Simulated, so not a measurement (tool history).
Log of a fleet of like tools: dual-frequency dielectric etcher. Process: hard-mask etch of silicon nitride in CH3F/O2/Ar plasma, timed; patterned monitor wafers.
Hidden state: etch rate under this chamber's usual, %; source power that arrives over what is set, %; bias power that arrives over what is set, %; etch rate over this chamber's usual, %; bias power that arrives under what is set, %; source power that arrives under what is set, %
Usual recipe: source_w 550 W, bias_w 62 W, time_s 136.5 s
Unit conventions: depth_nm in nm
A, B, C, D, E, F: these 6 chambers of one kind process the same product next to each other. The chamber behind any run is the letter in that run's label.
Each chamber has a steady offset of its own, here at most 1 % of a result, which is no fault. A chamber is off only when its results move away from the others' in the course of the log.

run,hour,source_w,bias_w,time_s,hours since the last wet clean,hours since the last source power generator calibration,hours since the last bias power generator calibration,"read-back reference wafer on the same gauge, depth_nm",depth_nm
1F,9.2,550,62,136.5,220.4,728.4,3745.5,93.019,102.6
2B,15.9,550,62,136.5,109.9,1837.2,1516.9,93,102.77
3A,25.2,550,62,136.5,430.8,953.6,503.9,93.034,102.46
4E,35.8,550,62,136.5,403.2,1967.1,187,93.015,102.02
# hour 41.8: chamber A: wet clean of the chamber
5C,50.1,600,71,136.5,127.8,651.7,1607.8,93.055,111.34
6D,61.4,600,71,136.5,107.7,2227.2,114.3,93.04,111.35
7E,72.5,600,71,136.5,439.9,2003.8,223.7,92.97,110.43
8C,78.8,600,71,136.5,156.5,680.4,1636.5,92.982,111.67
9F,93.3,600,71,136.5,304.5,812.5,3829.6,93.043,111.45
10B,106.1,600,71,136.5,200.1,1927.4,1607.1,93.027,111.73
11A,119,550,62,136.5,77.2,1047.4,597.7,93.047,102.44
# hour 130: chamber E: wet clean of the chamber
12D,132.6,550,62,136.5,178.9,2298.4,185.5,92.917,103.44
13D,140.4,550,62,136.5,186.7,2306.2,193.3,92.963,103.57
14C,155,550,62,136.5,232.7,756.6,1712.7,92.996,103.31
15B,165.5,670,53,136.5,259.5,1986.8,1666.5,93.097,105.78
16E,176.5,670,53,136.5,46.6,2107.8,327.7,93.06,105.2
17F,188.7,670,53,136.5,399.9,907.9,3925,93.004,106.36
18A,201.4,670,53,136.5,159.6,1129.8,680.1,93,105.42
19B,212,670,53,136.5,306,2033.3,1713,93.025,105.52
20D,220,670,53,136.5,266.3,2385.8,272.9,92.998,105.96
# hour 223.8: chamber B: source power generator calibrated
21F,227.4,550,62,136.5,438.6,946.6,3963.7,92.99,103.33
22C,237.3,550,62,136.5,315,838.9,1795,93.085,103.13
23E,248.5,550,62,136.5,118.6,2179.8,399.7,93.014,102.05
24A,261.7,550,62,136.5,219.9,1190.1,740.4,92.952,102.59
25F,268.9,550,62,136.5,480.1,988.1,4005.2,93,103.27
# hour 272.7: chamber F: wet clean of the chamber
26B,275.6,550,62,136.5,369.6,51.9,1776.6,93.034,102.47
27A,282.3,550,62,136.5,240.5,1210.7,761,93.01,102.27
28D,294.7,550,62,136.5,341,2460.5,347.6,92.957,103.73
29E,302.8,550,62,136.5,172.9,2234.1,454,93.045,101.92
30C,314.4,550,62,136.5,392.1,916,1872.1,92.94,103.72
31D,323.5,550,62,136.5,369.8,2489.3,376.4,92.983,103.04
32C,329.9,550,62,136.5,407.6,931.5,1887.6,92.995,103.07
33F,340.2,550,62,136.5,67.5,1059.4,4076.5,93.072,100.71
34B,350.4,550,62,136.5,444.4,126.7,1851.4,92.943,102.92
35E,362.3,550,70,150,232.4,2293.6,513.5,93.008,117.38
36A,374.5,550,70,150,332.7,1302.9,853.2,92.999,117.39
37A,385.3,550,70,150,343.5,1313.7,864,93.025,117.33
38E,397.2,550,70,150,267.3,2328.5,548.4,92.968,116.98
39F,407.2,550,70,150,134.5,1126.4,4143.5,93.029,116.33
40D,413.6,550,70,150,459.9,2579.4,466.5,92.983,117.56
41C,424.7,550,62,136.5,502.4,1026.3,1982.4,93.02,103.2

One chamber off, gauge drift, or nothing amiss beyond the chambers' own small offsets? If it is a chamber, which one, and what is the likeliest cause?

After it was serviced, chamber F no longer matches the other chambers.
What lies behind it: etch rate under this chamber's usual, % = 1.66.

Below are 4 candidate recipes for chamber F's next run, each the usual settings with a change, their results shown as question marks. Which of them brings F's results back in line with what the other chambers give on the usual settings?
To be in line, a result may differ from the other chambers' mean on the usual settings by at most: depth_nm 1 nm
42F-1,435.2,530,62,136.5,,,,,?
42F-2,435.2,550,62,140.5,,,,,?
42F-3,435.2,550,62,132.5,,,,,?
42F-4,435.2,550,62,138,,,,,?

Usual-settings mean across the other chambers: depth_nm 102.71 nm
run,depth_nm
42F-1,99.99
42F-2,104.43
42F-3,98.482
42F-4,102.57
With 42F-4, the chamber falls back in line with the rest.
